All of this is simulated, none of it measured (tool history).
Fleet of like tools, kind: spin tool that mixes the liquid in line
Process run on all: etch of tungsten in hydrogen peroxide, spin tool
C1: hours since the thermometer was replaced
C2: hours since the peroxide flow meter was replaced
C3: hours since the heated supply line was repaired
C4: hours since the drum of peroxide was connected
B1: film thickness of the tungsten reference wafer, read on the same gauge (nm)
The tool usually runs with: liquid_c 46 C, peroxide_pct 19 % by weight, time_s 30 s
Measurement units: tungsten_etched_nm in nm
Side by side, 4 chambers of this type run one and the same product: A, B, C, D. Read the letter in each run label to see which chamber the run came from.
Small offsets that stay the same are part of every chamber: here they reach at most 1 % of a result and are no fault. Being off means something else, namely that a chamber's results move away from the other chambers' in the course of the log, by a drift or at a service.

{"run": "1C", "hour": 4.1, "liquid_c": 46, "peroxide_pct": 19, "time_s": 30, "C1": 362.5, "C2": 453.4, "C3": 992.8, "C4": 796.2, "B1": 130.0, "tungsten_etched_nm": 53.787}
{"run": "2A", "hour": 6.8, "liquid_c": 46, "peroxide_pct": 19, "time_s": 30, "C1": 313.7, "C2": 411.6, "C3": 1537.6, "C4": 155.2, "B1": 129.97, "tungsten_etched_nm": 54.602}
{"run": "3B", "hour": 10.7, "liquid_c": 46, "peroxide_pct": 19, "time_s": 30, "C1": 307.0, "C2": 231.7, "C3": 612.8, "C4": 1169.1, "B1": 130.02, "tungsten_etched_nm": 54.642}
{"run": "4D", "hour": 14.2, "liquid_c": 46, "peroxide_pct": 19, "time_s": 30, "C1": 1100.2, "C2": 1019.5, "C3": 601.4, "C4": 179.3, "B1": 130.0, "tungsten_etched_nm": 54.705}
{"run": "5C", "hour": 18.3, "liquid_c": 46, "peroxide_pct": 19, "time_s": 30, "C1": 376.7, "C2": 467.6, "C3": 1007.0, "C4": 810.4, "B1": 129.99, "tungsten_etched_nm": 54.639}
{"run": "6A", "hour": 22.2, "liquid_c": 46, "peroxide_pct": 19, "time_s": 30, "C1": 329.1, "C2": 427.0, "C3": 1553.0, "C4": 170.6, "B1": 130.0, "tungsten_etched_nm": 54.067}
{"run": "7D", "hour": 24.4, "liquid_c": 46, "peroxide_pct": 19, "time_s": 30, "C1": 1110.4, "C2": 1029.7, "C3": 611.6, "C4": 189.5, "B1": 129.98, "tungsten_etched_nm": 54.554}
{"run": "8B", "hour": 28.0, "liquid_c": 46, "peroxide_pct": 19, "time_s": 30, "C1": 324.3, "C2": 249.0, "C3": 630.1, "C4": 1186.4, "B1": 130.0, "tungsten_etched_nm": 54.364}
{"run": "9D", "hour": 30.1, "liquid_c": 46, "peroxide_pct": 19, "time_s": 30, "C1": 1116.1, "C2": 1035.4, "C3": 617.3, "C4": 195.2, "B1": 129.98, "tungsten_etched_nm": 54.498}
{"run": "10C", "hour": 33.1, "liquid_c": 46, "peroxide_pct": 19, "time_s": 30, "C1": 391.5, "C2": 482.4, "C3": 1021.8, "C4": 825.2, "B1": 129.98, "tungsten_etched_nm": 54.391}
{"hour": 36.1, "done": "chamber B: new drum of peroxide connected"}
{"run": "11A", "hour": 37.1, "liquid_c": 38, "peroxide_pct": 19, "time_s": 45, "C1": 344.0, "C2": 441.9, "C3": 1567.9, "C4": 185.5, "B1": 130.04, "tungsten_etched_nm": 48.559}
{"run": "12B", "hour": 40.3, "liquid_c": 38, "peroxide_pct": 19, "time_s": 45, "C1": 336.6, "C2": 261.3, "C3": 642.4, "C4": 4.3, "B1": 129.99, "tungsten_etched_nm": 48.449}
{"run": "13D", "hour": 43.5, "liquid_c": 38, "peroxide_pct": 19, "time_s": 45, "C1": 1129.5, "C2": 1048.8, "C3": 630.7, "C4": 208.6, "B1": 129.99, "tungsten_etched_nm": 48.381}
{"run": "14B", "hour": 46.1, "liquid_c": 38, "peroxide_pct": 19, "time_s": 45, "C1": 342.4, "C2": 267.1, "C3": 648.2, "C4": 10.1, "B1": 129.96, "tungsten_etched_nm": 48.197}
{"run": "15A", "hour": 50.6, "liquid_c": 46, "peroxide_pct": 19, "time_s": 30, "C1": 357.5, "C2": 455.4, "C3": 1581.4, "C4": 199.0, "B1": 129.96, "tungsten_etched_nm": 54.615}
{"run": "16C", "hour": 53.5, "liquid_c": 46, "peroxide_pct": 19, "time_s": 30, "C1": 411.9, "C2": 502.8, "C3": 1042.2, "C4": 845.6, "B1": 130.01, "tungsten_etched_nm": 53.948}
{"run": "17B", "hour": 56.0, "liquid_c": 46, "peroxide_pct": 19, "time_s": 30, "C1": 352.3, "C2": 277.0, "C3": 658.1, "C4": 20.0, "B1": 130.0, "tungsten_etched_nm": 53.567}
{"run": "18C", "hour": 58.9, "liquid_c": 46, "peroxide_pct": 19, "time_s": 30, "C1": 417.3, "C2": 508.2, "C3": 1047.6, "C4": 851.0, "B1": 130.02, "tungsten_etched_nm": 54.776}
{"run": "19A", "hour": 63.7, "liquid_c": 46, "peroxide_pct": 19, "time_s": 30, "C1": 370.6, "C2": 468.5, "C3": 1594.5, "C4": 212.1, "B1": 129.99, "tungsten_etched_nm": 54.602}
{"run": "20D", "hour": 67.7, "liquid_c": 46, "peroxide_pct": 19, "time_s": 30, "C1": 1153.7, "C2": 1073.0, "C3": 654.9, "C4": 232.8, "B1": 130.01, "tungsten_etched_nm": 54.735}
{"run": "21B", "hour": 70.1, "liquid_c": 46, "peroxide_pct": 19, "time_s": 30, "C1": 366.4, "C2": 291.1, "C3": 672.2, "C4": 34.1, "B1": 129.99, "tungsten_etched_nm": 53.811}
{"run": "22A", "hour": 72.3, "liquid_c": 46, "peroxide_pct": 19, "time_s": 30, "C1": 379.2, "C2": 477.1, "C3": 1603.1, "C4": 220.7, "B1": 130.03, "tungsten_etched_nm": 54.673}
{"run": "23D", "hour": 75.0, "liquid_c": 46, "peroxide_pct": 19, "time_s": 30, "C1": 1161.0, "C2": 1080.3, "C3": 662.2, "C4": 240.1, "B1": 129.97, "tungsten_etched_nm": 54.71}
{"run": "24C", "hour": 79.2, "liquid_c": 46, "peroxide_pct": 19, "time_s": 30, "C1": 437.6, "C2": 528.5, "C3": 1067.9, "C4": 871.3, "B1": 130.0, "tungsten_etched_nm": 54.707}
{"run": "25C", "hour": 82.9, "liquid_c": 46, "peroxide_pct": 19, "time_s": 30, "C1": 441.3, "C2": 532.2, "C3": 1071.6, "C4": 875.0, "B1": 130.0, "tungsten_etched_nm": 54.171}
{"run": "26A", "hour": 86.4, "liquid_c": 46, "peroxide_pct": 19, "time_s": 30, "C1": 393.3, "C2": 491.2, "C3": 1617.2, "C4": 234.8, "B1": 129.99, "tungsten_etched_nm": 54.037}
{"run": "27B", "hour": 89.6, "liquid_c": 46, "peroxide_pct": 19, "time_s": 30, "C1": 385.9, "C2": 310.6, "C3": 691.7, "C4": 53.6, "B1": 130.01, "tungsten_etched_nm": 52.136}
{"run": "28D", "hour": 91.7, "liquid_c": 46, "peroxide_pct": 19, "time_s": 30, "C1": 1177.7, "C2": 1097.0, "C3": 678.9, "C4": 256.8, "B1": 130.01, "tungsten_etched_nm": 54.577}
{"run": "29B", "hour": 94.5, "liquid_c": 46, "peroxide_pct": 19, "time_s": 30, "C1": 390.8, "C2": 315.5, "C3": 696.6, "C4": 58.5, "B1": 130.02, "tungsten_etched_nm": 52.019}
{"run": "30D", "hour": 99.1, "liquid_c": 46, "peroxide_pct": 19, "time_s": 30, "C1": 1185.1, "C2": 1104.4, "C3": 686.3, "C4": 264.2, "B1": 130.0, "tungsten_etched_nm": 54.354}
{"run": "31A", "hour": 103.4, "liquid_c": 46, "peroxide_pct": 19, "time_s": 30, "C1": 410.3, "C2": 508.2, "C3": 1634.2, "C4": 251.8, "B1": 129.98, "tungsten_etched_nm": 53.97}
{"run": "32C", "hour": 107.4, "liquid_c": 46, "peroxide_pct": 19, "time_s": 30, "C1": 465.8, "C2": 556.7, "C3": 1096.1, "C4": 899.5, "B1": 129.99, "tungsten_etched_nm": 54.567}
{"run": "33C", "hour": 112.1, "liquid_c": 46, "peroxide_pct": 19, "time_s": 30, "C1": 470.5, "C2": 561.4, "C3": 1100.8, "C4": 904.2, "B1": 129.99, "tungsten_etched_nm": 54.214}
{"run": "34D", "hour": 114.7, "liquid_c": 46, "peroxide_pct": 19, "time_s": 30, "C1": 1200.7, "C2": 1120.0, "C3": 701.9, "C4": 279.8, "B1": 130.01, "tungsten_etched_nm": 54.103}
{"run": "35B", "hour": 117.6, "liquid_c": 46, "peroxide_pct": 19, "time_s": 30, "C1": 413.9, "C2": 338.6, "C3": 719.7, "C4": 81.6, "B1": 130.0, "tungsten_etched_nm": 51.636}
{"run": "36A", "hour": 120.1, "liquid_c": 46, "peroxide_pct": 19, "time_s": 30, "C1": 427.0, "C2": 524.9, "C3": 1650.9, "C4": 268.5, "B1": 130.01, "tungsten_etched_nm": 54.903}
{"run": "37A", "hour": 122.8, "liquid_c": 46, "peroxide_pct": 19, "time_s": 30, "C1": 429.7, "C2": 527.6, "C3": 1653.6, "C4": 271.2, "B1": 130.01, "tungsten_etched_nm": 54.278}
{"run": "38C", "hour": 125.8, "liquid_c": 46, "peroxide_pct": 19, "time_s": 30, "C1": 484.2, "C2": 575.1, "C3": 1114.5, "C4": 917.9, "B1": 129.97, "tungsten_etched_nm": 54.106}
{"run": "39B", "hour": 128.2, "liquid_c": 46, "peroxide_pct": 19, "time_s": 30, "C1": 424.5, "C2": 349.2, "C3": 730.3, "C4": 92.2, "B1": 129.96, "tungsten_etched_nm": 51.236}
{"run": "40D", "hour": 132.2, "liquid_c": 46, "peroxide_pct": 19, "time_s": 30, "C1": 1218.2, "C2": 1137.5, "C3": 719.4, "C4": 297.3, "B1": 130.01, "tungsten_etched_nm": 53.874}
{"run": "41B", "hour": 135.2, "liquid_c": 46, "peroxide_pct": 19, "time_s": 30, "C1": 431.5, "C2": 356.2, "C3": 737.3, "C4": 99.2, "B1": 130.0, "tungsten_etched_nm": 50.876}
{"run": "42C", "hour": 137.3, "liquid_c": 46, "peroxide_pct": 19, "time_s": 30, "C1": 495.7, "C2": 586.6, "C3": 1126.0, "C4": 929.4, "B1": 130.0, "tungsten_etched_nm": 53.665}
{"run": "43D", "hour": 140.5, "liquid_c": 46, "peroxide_pct": 19, "time_s": 30, "C1": 1226.5, "C2": 1145.8, "C3": 727.7, "C4": 305.6, "B1": 130.03, "tungsten_etched_nm": 54.41}

Next, all 4 chambers run the settings below, one line each with question marks for the results. What does each chamber give?
{"run": "44A", "hour": 144.0, "liquid_c": 55, "peroxide_pct": 19, "time_s": 30, "tungsten_etched_nm": "?"}
{"run": "44B", "hour": 144.0, "liquid_c": 55, "peroxide_pct": 19, "time_s": 30, "tungsten_etched_nm": "?"}
{"run": "44C", "hour": 144.0, "liquid_c": 55, "peroxide_pct": 19, "time_s": 30, "tungsten_etched_nm": "?"}
{"run": "44D", "hour": 144.0, "liquid_c": 55, "peroxide_pct": 19, "time_s": 30, "tungsten_etched_nm": "?"}

run=44A tungsten_etched_nm=94.079
run=44B tungsten_etched_nm=87.877
run=44C tungsten_etched_nm=93.092
run=44D tungsten_etched_nm=94.385
